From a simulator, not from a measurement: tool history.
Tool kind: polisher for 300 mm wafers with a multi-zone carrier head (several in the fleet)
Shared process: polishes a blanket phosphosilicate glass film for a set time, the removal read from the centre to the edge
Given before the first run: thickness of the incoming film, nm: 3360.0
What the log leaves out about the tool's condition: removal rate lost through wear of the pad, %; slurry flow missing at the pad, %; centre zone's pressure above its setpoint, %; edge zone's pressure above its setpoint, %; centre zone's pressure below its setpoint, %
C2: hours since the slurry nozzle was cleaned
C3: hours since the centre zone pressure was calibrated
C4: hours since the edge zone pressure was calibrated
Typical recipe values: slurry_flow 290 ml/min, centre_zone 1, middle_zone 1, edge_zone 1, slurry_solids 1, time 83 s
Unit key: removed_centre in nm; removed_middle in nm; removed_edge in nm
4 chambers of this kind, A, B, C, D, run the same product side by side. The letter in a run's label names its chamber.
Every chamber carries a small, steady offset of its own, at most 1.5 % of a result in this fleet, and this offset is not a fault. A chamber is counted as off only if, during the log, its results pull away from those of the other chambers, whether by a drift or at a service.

run 1A hour=6.2 | slurry_flow=290 centre_zone=1 middle_zone=1 edge_zone=1 slurry_solids=1 time=83 | wafers_polished_on_this_pad=211 C2=291.7 C3=497.8 C4=44.2 | removed_centre=770.25 removed_middle=754.66 removed_edge=759.38
run 2D hour=12.1 | slurry_flow=290 centre_zone=1 middle_zone=1 edge_zone=1 slurry_solids=1 time=83 | wafers_polished_on_this_pad=195 C2=40.8 C3=707 C4=1184.3 | removed_centre=747.58 removed_middle=755.7 removed_edge=743.99
run 3B hour=18.9 | slurry_flow=290 centre_zone=1 middle_zone=1 edge_zone=1 slurry_solids=1 time=83 | wafers_polished_on_this_pad=384 C2=232 C3=401.7 C4=75.1 | removed_centre=761.04 removed_middle=745 removed_edge=749.75
run 4C hour=25.2 | slurry_flow=290 centre_zone=1 middle_zone=1 edge_zone=1 slurry_solids=1 time=83 | wafers_polished_on_this_pad=609 C2=97.7 C3=1266.2 C4=191.3 | removed_centre=747.43 removed_middle=750.9 removed_edge=746.46
run 5B hour=29.6 | slurry_flow=290 centre_zone=1 middle_zone=1 edge_zone=1 slurry_solids=1 time=83 | wafers_polished_on_this_pad=477 C2=242.7 C3=412.4 C4=85.8 | removed_centre=769.22 removed_middle=747.28 removed_edge=754.9
run 6A hour=33.5 | slurry_flow=290 centre_zone=1 middle_zone=0.94 edge_zone=1 slurry_solids=1 time=83 | wafers_polished_on_this_pad=448 C2=319 C3=525.1 C4=71.5 | removed_centre=765.94 removed_middle=712.94 removed_edge=757.17
run 7D hour=41.3 | slurry_flow=290 centre_zone=1 middle_zone=0.94 edge_zone=1 slurry_solids=1 time=83 | wafers_polished_on_this_pad=449 C2=70 C3=736.2 C4=1213.5 | removed_centre=760.19 removed_middle=718.14 removed_edge=755.04
run 8C hour=45.5 | slurry_flow=290 centre_zone=1 middle_zone=0.94 edge_zone=1 slurry_solids=1 time=83 | wafers_polished_on_this_pad=786 C2=118 C3=1286.5 C4=211.6 | removed_centre=735.12 removed_middle=723.15 removed_edge=756
run 9A hour=49.5 | slurry_flow=290 centre_zone=1 middle_zone=0.94 edge_zone=1 slurry_solids=1 time=83 | wafers_polished_on_this_pad=587 C2=335 C3=541.1 C4=87.5 | removed_centre=747.49 removed_middle=708.93 removed_edge=748.94
run 10B hour=53.3 | slurry_flow=290 centre_zone=1 middle_zone=1.1 edge_zone=1 slurry_solids=1 time=83 | wafers_polished_on_this_pad=682 C2=266.4 C3=436.1 C4=109.5 | removed_centre=752.96 removed_middle=819.93 removed_edge=755.69
run 11C hour=56.8 | slurry_flow=290 centre_zone=1 middle_zone=1.1 edge_zone=1 slurry_solids=1 time=83 | wafers_polished_on_this_pad=884 C2=129.3 C3=1297.8 C4=222.9 | removed_centre=741.12 removed_middle=826.71 removed_edge=736.58
-- hour=57.7 chamber B: slurry nozzle cleaned
run 12D hour=64 | slurry_flow=290 centre_zone=1 middle_zone=1.1 edge_zone=1 slurry_solids=1 time=83 | wafers_polished_on_this_pad=646 C2=92.7 C3=758.9 C4=1236.2 | removed_centre=739.98 removed_middle=833.76 removed_edge=745.23
run 13A hour=69.6 | slurry_flow=290 centre_zone=1 middle_zone=1.1 edge_zone=1 slurry_solids=1 time=83 | wafers_polished_on_this_pad=761 C2=355.1 C3=561.2 C4=107.6 | removed_centre=743.2 removed_middle=819.1 removed_edge=749.46
run 14B hour=74 | slurry_flow=290 centre_zone=1 middle_zone=1 edge_zone=1 slurry_solids=1 time=83 | wafers_polished_on_this_pad=862 C2=16.4 C3=456.8 C4=130.2 | removed_centre=751.95 removed_middle=751.38 removed_edge=757.46
-- hour=78.9 chamber A: worn pad replaced by a new one
run 15C hour=78.9 | slurry_flow=290 centre_zone=1 middle_zone=1 edge_zone=1 slurry_solids=1 time=83 | wafers_polished_on_this_pad=1076 C2=151.4 C3=1319.9 C4=245 | removed_centre=750.8 removed_middle=748.7 removed_edge=736.82
run 16D hour=83.8 | slurry_flow=290 centre_zone=1 middle_zone=1 edge_zone=1 slurry_solids=1 time=83 | wafers_polished_on_this_pad=818 C2=112.5 C3=778.7 C4=1256 | removed_centre=736.43 removed_middle=754.33 removed_edge=738.22
run 17A hour=90.2 | slurry_flow=290 centre_zone=1 middle_zone=1 edge_zone=1 slurry_solids=1 time=83 | wafers_polished_on_this_pad=98 C2=375.7 C3=581.8 C4=128.2 | removed_centre=755.92 removed_middle=761.06 removed_edge=749.73
run 18C hour=95.9 | slurry_flow=290 centre_zone=1 middle_zone=1 edge_zone=1 slurry_solids=1 time=83 | wafers_polished_on_this_pad=1223 C2=168.4 C3=1336.9 C4=262 | removed_centre=737.35 removed_middle=733.35 removed_edge=731.56
-- hour=97.8 chamber C: centre zone pressure recalibrated
-- hour=99.2 chamber D: edge zone pressure recalibrated
run 19D hour=100.9 | slurry_flow=290 centre_zone=1 middle_zone=1 edge_zone=1 slurry_solids=1 time=83 | wafers_polished_on_this_pad=966 C2=129.6 C3=795.8 C4=1.8 | removed_centre=742.64 removed_middle=753.73 removed_edge=739.18
run 20B hour=106.9 | slurry_flow=255 centre_zone=1 middle_zone=1 edge_zone=1 slurry_solids=1 time=55 | wafers_polished_on_this_pad=1148 C2=49.3 C3=489.7 C4=163.1 | removed_centre=496.37 removed_middle=490.45 removed_edge=494.08
run 21A hour=113.7 | slurry_flow=255 centre_zone=1 middle_zone=1 edge_zone=1 slurry_solids=1 time=55 | wafers_polished_on_this_pad=302 C2=399.2 C3=605.3 C4=151.7 | removed_centre=506.19 removed_middle=484.58 removed_edge=498.95
run 22B hour=118 | slurry_flow=255 centre_zone=1 middle_zone=1 edge_zone=1 slurry_solids=1 time=55 | wafers_polished_on_this_pad=1244 C2=60.4 C3=500.8 C4=174.2 | removed_centre=491.13 removed_middle=482.05 removed_edge=493.32
-- hour=122.6 chamber B: worn pad replaced by a new one
-- hour=125 chamber D: worn pad replaced by a new one
run 23D hour=125.5 | slurry_flow=255 centre_zone=1 middle_zone=1 edge_zone=1 slurry_solids=1 time=55 | wafers_polished_on_this_pad=4 C2=154.2 C3=820.4 C4=26.4 | removed_centre=484.34 removed_middle=491.92 removed_edge=489.85
-- hour=128 chamber C: slurry nozzle cleaned
run 24C hour=131.6 | slurry_flow=290 centre_zone=1 middle_zone=1 edge_zone=1 slurry_solids=1 time=83 | wafers_polished_on_this_pad=1533 C2=3.7 C3=33.9 C4=297.7 | removed_centre=720.31 removed_middle=727.45 removed_edge=717.38
run 25B hour=136.3 | slurry_flow=290 centre_zone=1 middle_zone=1 edge_zone=1 slurry_solids=1 time=83 | wafers_polished_on_this_pad=119 C2=78.7 C3=519.1 C4=192.5 | removed_centre=753.04 removed_middle=745.94 removed_edge=760.85
run 26A hour=143.5 | slurry_flow=290 centre_zone=1 middle_zone=1 edge_zone=1 slurry_solids=1 time=83 | wafers_polished_on_this_pad=561 C2=429 C3=635.1 C4=181.5 | removed_centre=770.56 removed_middle=745.59 removed_edge=754.54
run 27D hour=147.7 | slurry_flow=290 centre_zone=1 middle_zone=1 edge_zone=1 slurry_solids=1 time=83 | wafers_polished_on_this_pad=197 C2=176.4 C3=842.6 C4=48.6 | removed_centre=750.25 removed_middle=755.39 removed_edge=754.49
run 28C hour=151.3 | slurry_flow=290 centre_zone=1 middle_zone=1 edge_zone=1 slurry_solids=1 time=83 | wafers_polished_on_this_pad=1704 C2=23.4 C3=53.6 C4=317.4 | removed_centre=708.21 removed_middle=713.15 removed_edge=702.65
run 29B hour=157.9 | slurry_flow=290 centre_zone=1 middle_zone=1 edge_zone=1 slurry_solids=1 time=83 | wafers_polished_on_this_pad=307 C2=100.3 C3=540.7 C4=214.1 | removed_centre=752.54 removed_middle=750.38 removed_edge=757.19
run 30D hour=164.6 | slurry_flow=290 centre_zone=1 middle_zone=1 edge_zone=1 slurry_solids=1 time=83 | wafers_polished_on_this_pad=344 C2=193.3 C3=859.5 C4=65.5 | removed_centre=745.9 removed_middle=766.49 removed_edge=743.59
run 31C hour=171.2 | slurry_flow=290 centre_zone=1 middle_zone=1.09 edge_zone=1 slurry_solids=0.75 time=83 | wafers_polished_on_this_pad=1877 C2=43.3 C3=73.5 C4=337.3 | removed_centre=601.67 removed_middle=664.82 removed_edge=609.13
run 32A hour=179.3 | slurry_flow=290 centre_zone=1 middle_zone=1.09 edge_zone=1 slurry_solids=0.75 time=83 | wafers_polished_on_this_pad=872 C2=464.8 C3=670.9 C4=217.3 | removed_centre=654.83 removed_middle=712.68 removed_edge=644.97
-- hour=183.5 chamber A: worn pad replaced by a new one
run 33C hour=186.2 | slurry_flow=290 centre_zone=1 middle_zone=1.09 edge_zone=1 slurry_solids=0.75 time=83 | wafers_polished_on_this_pad=2007 C2=58.3 C3=88.5 C4=352.3 | removed_centre=599.74 removed_middle=666.9 removed_edge=610.39
run 34B hour=191.9 | slurry_flow=290 centre_zone=1 middle_zone=1.09 edge_zone=1 slurry_solids=0.75 time=83 | wafers_polished_on_this_pad=602 C2=134.3 C3=574.7 C4=248.1 | removed_centre=646 removed_middle=685.4 removed_edge=653.41
run 35D hour=196.2 | slurry_flow=290 centre_zone=1 middle_zone=1 edge_zone=1 slurry_solids=1 time=83 | wafers_polished_on_this_pad=618 C2=224.9 C3=891.1 C4=97.1 | removed_centre=734.05 removed_middle=758.46 removed_edge=741.81
run 36A hour=201.1 | slurry_flow=290 centre_zone=1 middle_zone=1 edge_zone=1 slurry_solids=1 time=83 | wafers_polished_on_this_pad=153 C2=486.6 C3=692.7 C4=239.1 | removed_centre=779.25 removed_middle=757.67 removed_edge=766.87
run 37D hour=206.7 | slurry_flow=290 centre_zone=1 middle_zone=1 edge_zone=1 slurry_solids=1 time=83 | wafers_polished_on_this_pad=709 C2=235.4 C3=901.6 C4=107.6 | removed_centre=754.97 removed_middle=751.18 removed_edge=741.95
-- hour=207.9 chamber D: centre zone pressure recalibrated
run 38C hour=211.6 | slurry_flow=290 centre_zone=1 middle_zone=1 edge_zone=1 slurry_solids=1 time=83 | wafers_polished_on_this_pad=2228 C2=83.7 C3=113.9 C4=377.7 | removed_centre=720.33 removed_middle=699.7 removed_edge=691.32
run 39A hour=219.4 | slurry_flow=290 centre_zone=1 middle_zone=1 edge_zone=1 slurry_solids=1 time=83 | wafers_polished_on_this_pad=312 C2=504.9 C3=711 C4=257.4 | removed_centre=758.53 removed_middle=753.7 removed_edge=760.18
run 40B hour=227.4 | slurry_flow=290 centre_zone=1 middle_zone=1 edge_zone=1 slurry_solids=1 time=83 | wafers_polished_on_this_pad=910 C2=169.8 C3=610.2 C4=283.6 | removed_centre=768.42 removed_middle=746.93 removed_edge=748.5
run 41C hour=232.5 | slurry_flow=290 centre_zone=1 middle_zone=1 edge_zone=1 slurry_solids=1 time=83 | wafers_polished_on_this_pad=2409 C2=104.6 C3=134.8 C4=398.6 | removed_centre=677.97 removed_middle=684.44 removed_edge=685.06
run 42D hour=237.5 | slurry_flow=290 centre_zone=1 middle_zone=1 edge_zone=1 slurry_solids=1 time=83 | wafers_polished_on_this_pad=977 C2=266.2 C3=29.7 C4=138.4 | removed_centre=738.6 removed_middle=757.04 removed_edge=746.57

Next, all 4 chambers run the settings below, one line each with question marks for the results. What does each chamber give?
run 43A hour=243.3 | slurry_flow=290 centre_zone=1 middle_zone=1 edge_zone=1 slurry_solids=1 time=83 | removed_centre=? removed_middle=? removed_edge=?
run 43B hour=243.3 | slurry_flow=290 centre_zone=1 middle_zone=1 edge_zone=1 slurry_solids=1 time=83 | removed_centre=? removed_middle=? removed_edge=?
run 43C hour=243.3 | slurry_flow=290 centre_zone=1 middle_zone=1 edge_zone=1 slurry_solids=1 time=83 | removed_centre=? removed_middle=? removed_edge=?
run 43D hour=243.3 | slurry_flow=290 centre_zone=1 middle_zone=1 edge_zone=1 slurry_solids=1 time=83 | removed_centre=? removed_middle=? removed_edge=?

run=43A removed_centre=741.56 removed_middle=755.55 removed_edge=757.68
run=43B removed_centre=773.05 removed_middle=744.15 removed_edge=758.2
run=43C removed_centre=688.35 removed_middle=689.74 removed_edge=671.77
run=43D removed_centre=743.6 removed_middle=758.22 removed_edge=743.35
